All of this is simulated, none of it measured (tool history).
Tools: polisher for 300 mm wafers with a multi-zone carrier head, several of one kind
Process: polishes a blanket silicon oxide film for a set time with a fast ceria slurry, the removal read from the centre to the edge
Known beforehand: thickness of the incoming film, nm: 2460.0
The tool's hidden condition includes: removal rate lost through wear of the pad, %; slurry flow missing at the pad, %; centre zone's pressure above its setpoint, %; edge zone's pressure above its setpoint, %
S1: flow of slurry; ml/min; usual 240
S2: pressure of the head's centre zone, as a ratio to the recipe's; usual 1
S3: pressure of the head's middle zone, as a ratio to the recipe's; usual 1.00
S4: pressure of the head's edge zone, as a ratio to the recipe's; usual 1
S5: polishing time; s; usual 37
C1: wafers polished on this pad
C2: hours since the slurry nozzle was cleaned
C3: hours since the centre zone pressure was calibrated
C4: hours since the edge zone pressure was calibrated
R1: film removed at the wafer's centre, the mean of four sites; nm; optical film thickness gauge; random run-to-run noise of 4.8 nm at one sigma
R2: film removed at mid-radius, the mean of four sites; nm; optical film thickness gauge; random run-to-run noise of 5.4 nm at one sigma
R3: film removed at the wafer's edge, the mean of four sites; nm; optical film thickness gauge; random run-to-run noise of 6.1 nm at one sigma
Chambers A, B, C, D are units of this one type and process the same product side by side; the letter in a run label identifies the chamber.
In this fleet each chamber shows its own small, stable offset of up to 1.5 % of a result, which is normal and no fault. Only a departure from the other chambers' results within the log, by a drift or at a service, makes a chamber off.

run	hour	S1	S2	S3	S4	S5	C1	C2	C3	C4	R1	R2	R3
# hour 4.8: chamber B: worn pad replaced by a new one
1A	7.6	240	1	1.00	1	37	756	187.7	661.6	505.5	438.08	433.11	433.64
# hour 14.5: chamber C: edge zone pressure recalibrated
2D	15.8	240	1	1.00	1	37	756	476.8	346.7	297.7	442.81	439.20	434.84
3C	23.8	240	1	1.00	1	37	290	191.4	113.8	9.3	449.50	437.56	422.27
4B	27.6	240	1	1.00	1	37	231	126.1	140.0	305.5	441.75	441.54	445.46
5D	32.1	240	1	1.00	1	37	922	493.1	363.0	314.0	433.11	444.48	428.64
# hour 35.6: chamber D: worn pad replaced by a new one
6A	40.3	240	1	1.00	1	37	1088	220.4	694.3	538.2	437.87	428.05	438.77
7B	46.4	240	1	1.00	1	37	422	144.9	158.8	324.3	447.84	445.11	436.66
8C	50.3	240	1	1.00	1	37	559	217.9	140.3	35.8	439.30	434.73	442.73
9B	54.5	240	1	1.00	1	37	504	153.0	166.9	332.4	435.44	436.65	431.57
10C	59.2	240	1	1.00	1	37	650	226.8	149.2	44.7	440.42	433.35	443.21
11D	64.9	240	1	1.00	1	37	297	525.9	395.8	346.8	439.20	449.87	440.35
12A	69.6	240	1	1.00	1	37	1385	249.7	723.6	567.5	428.98	430.89	423.51
# hour 72.9: chamber C: worn pad replaced by a new one
13B	75.0	240	1	1.00	1	37	712	173.5	187.4	352.9	432.40	430.44	438.17
# hour 80.7: chamber B: worn pad replaced by a new one
14D	81.3	200	1	0.95	1	37	464	542.3	412.2	363.2	431.47	395.81	438.52
15C	86.0	200	1	0.95	1	37	133	253.6	176.0	71.5	432.34	404.35	430.43
16A	92.3	200	1	0.95	1	37	1616	272.4	746.3	590.2	402.42	397.13	408.51
# hour 93.8: chamber A: centre zone pressure recalibrated
# hour 98.4: chamber A: slurry nozzle cleaned
17D	100.1	200	1	0.95	1	37	655	561.1	431.0	382.0	431.00	408.15	431.02
# hour 102.1: chamber D: centre zone pressure recalibrated
18B	105.0	240	1	1.00	1	37	246	203.5	217.4	382.9	445.76	442.02	426.90
# hour 109.2: chamber A: edge zone pressure recalibrated
19C	111.1	240	1	1.00	1	37	388	278.7	201.1	96.6	437.12	439.16	429.62
# hour 114.9: chamber D: edge zone pressure recalibrated
20A	116.2	240	1	1.00	1	37	1858	17.9	22.4	7.1	426.28	431.61	414.99
21A	124.2	240	1	1.00	1	37	1940	25.9	30.4	15.1	418.29	411.96	428.69
22D	128.1	320	1	1.00	1	37	939	589.1	26.1	13.2	455.10	459.79	443.12
# hour 131.0: chamber D: worn pad replaced by a new one
23C	135.2	320	1	1.00	1	37	633	302.8	225.2	120.7	454.78	448.91	456.13
24B	139.5	320	1	1.00	1	37	597	238.0	251.9	417.4	454.48	446.82	453.00
# hour 139.8: chamber C: worn pad replaced by a new one
25D	146.4	320	1	1.00	1	37	157	607.4	44.4	31.5	450.93	445.19	442.11
# hour 149.9: chamber B: worn pad replaced by a new one
26B	153.2	240	1	1.00	1	37	33	251.7	265.6	431.1	430.62	450.04	439.46
27C	161.3	240	1	1.00	1	37	218	328.9	251.3	146.8	444.52	428.63	427.76
28A	166.5	240	1	1.00	1	37	2369	68.2	72.7	57.4	411.12	420.84	415.17
29B	174.1	240	1	1.00	1	37	246	272.6	286.5	452.0	439.10	439.77	438.07
30D	178.0	240	1	1.00	1	37	477	639.0	76.0	63.1	435.91	453.38	439.59
31C	186.0	240	1	1.00	1	37	469	353.6	276.0	171.5	444.38	425.29	433.30
32A	194.0	240	1	1.00	1	37	2648	95.7	100.2	84.9	401.22	411.43	399.35
33D	198.8	240	1	1.00	1	37	688	659.8	96.8	83.9	437.35	432.75	448.62
34C	205.0	240	1	1.00	1	37	662	372.6	295.0	190.5	450.04	435.84	438.80
35B	209.7	240	1	1.00	1	37	607	308.2	322.1	487.6	437.87	447.94	442.79
36A	215.1	240	1	1.00	1	37	2862	116.8	121.3	106.0	395.82	405.15	405.75
# hour 217.2: chamber D: worn pad replaced by a new one
# hour 218.4: chamber C: worn pad replaced by a new one
# hour 221.5: chamber B: worn pad replaced by a new one
37A	222.2	240	1	1.00	1	37	2934	123.9	128.4	113.1	400.72	392.21	393.85
# hour 225.8: chamber C: slurry nozzle cleaned
38B	226.5	240	1	1.00	1	37	51	325.0	338.9	504.4	440.02	442.22	438.72
39D	234.2	240	1	1.00	1	37	172	695.2	132.2	119.3	443.01	438.13	442.30
40C	239.2	240	1	1.00	1	37	211	13.4	329.2	224.7	449.33	438.96	443.65
41C	246.8	240	1	1.00	1	37	288	21.0	336.8	232.3	445.25	432.50	444.32
42D	252.4	300	1	1.07	1	37	357	713.4	150.4	137.5	450.14	481.56	451.60
43A	258.4	300	1	1.07	1	37	3302	160.1	164.6	149.3	408.21	436.29	402.53
44B	262.3	300	1	1.07	1	37	415	360.8	374.7	540.2	453.69	480.71	443.84

All chambers now run identical settings, listed one chamber a line with results as question marks. What results will each chamber show?
45A	268.2	240	1	1.00	1	48					?	?	?
45B	268.2	240	1	1.00	1	48					?	?	?
45C	268.2	240	1	1.00	1	48					?	?	?
45D	268.2	240	1	1.00	1	48					?	?	?

run	R1	R2	R3
45A	514.25	514.90	518.87
45B	571.59	567.95	555.47
45C	576.22	557.58	562.06
45D	578.54	568.85	564.69

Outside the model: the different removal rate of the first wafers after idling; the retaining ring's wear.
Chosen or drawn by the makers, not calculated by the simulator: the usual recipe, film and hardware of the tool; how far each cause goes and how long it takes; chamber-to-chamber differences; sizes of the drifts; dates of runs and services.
